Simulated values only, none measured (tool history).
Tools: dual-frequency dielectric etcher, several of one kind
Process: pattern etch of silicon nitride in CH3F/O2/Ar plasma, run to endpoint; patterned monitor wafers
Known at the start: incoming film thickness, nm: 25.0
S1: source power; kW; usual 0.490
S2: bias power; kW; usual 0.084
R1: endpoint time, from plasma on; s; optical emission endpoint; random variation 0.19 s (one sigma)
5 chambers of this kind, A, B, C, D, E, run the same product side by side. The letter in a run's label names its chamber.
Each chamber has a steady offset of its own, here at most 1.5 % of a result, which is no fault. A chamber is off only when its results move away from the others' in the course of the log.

run,hour,S1,S2,R1
1C,5.6,0.490,0.084,32.186
2B,11.0,0.490,0.084,32.018
3A,18.9,0.490,0.084,31.892
4E,26.1,0.490,0.084,31.401
5D,34.6,0.380,0.070,37.015
6E,43.3,0.380,0.070,36.878
7C,49.7,0.380,0.070,37.903
8A,58.4,0.380,0.070,36.788
# hour 61.5: chamber B: wet clean of the chamber
9D,65.8,0.380,0.070,36.795
10B,72.0,0.490,0.084,31.994
11D,79.8,0.490,0.084,31.633
12A,84.9,0.430,0.068,35.858
13B,93.8,0.430,0.068,35.905
14C,102.6,0.430,0.068,36.638
15E,107.3,0.430,0.068,35.775
16E,115.8,0.430,0.068,35.416
17D,121.8,0.490,0.084,31.699
18C,128.4,0.490,0.084,31.868
19A,133.5,0.490,0.084,31.399
20B,141.2,0.490,0.084,31.934
21A,149.2,0.490,0.084,31.447
22D,156.4,0.490,0.084,31.739
23C,162.5,0.490,0.084,31.988
24B,168.2,0.490,0.094,30.767
25E,175.1,0.490,0.094,30.185
26C,183.9,0.490,0.094,30.564
# hour 185.5: chamber D: wet clean of the chamber
27B,187.8,0.490,0.094,30.504
28D,195.5,0.490,0.094,30.684
29A,203.9,0.490,0.084,30.646
30E,210.2,0.490,0.084,31.523
31E,218.0,0.490,0.084,31.143
32C,226.4,0.490,0.084,31.787
33A,234.8,0.490,0.071,32.139
34D,242.1,0.490,0.071,33.568
35B,250.4,0.490,0.071,33.742
36D,258.6,0.490,0.071,33.970
37C,263.3,0.490,0.071,33.903
38B,271.6,0.490,0.084,32.011
39E,277.7,0.490,0.084,31.396
40A,281.7,0.490,0.084,30.542
41D,288.5,0.490,0.084,31.815

Is one chamber off against the others, does the gauge drift, or is nothing wrong? If a chamber is off, say which, and what the likeliest cause is.

Chamber A drifts away from the others.
Cause: etch rate over this chamber's usual, % = 4.88.

Here are 4 candidates for chamber A's next run, each the usual settings with a change, their results left as question marks. Which one brings its results back in line with what the others give on the usual settings?
In line means no further than this from the other chambers' mean on the usual settings: R1 0.660 s
42A-1,294.9,0.630,0.084,?
42A-2,294.9,0.520,0.090,?
42A-3,294.9,0.490,0.072,?
42A-4,294.9,0.430,0.073,?

The other chambers' mean on the usual settings: R1 31.778 s
run,R1
42A-1,27.424
42A-2,28.812
42A-3,31.857
42A-4,33.351
42A-3 brings the chamber back in line.
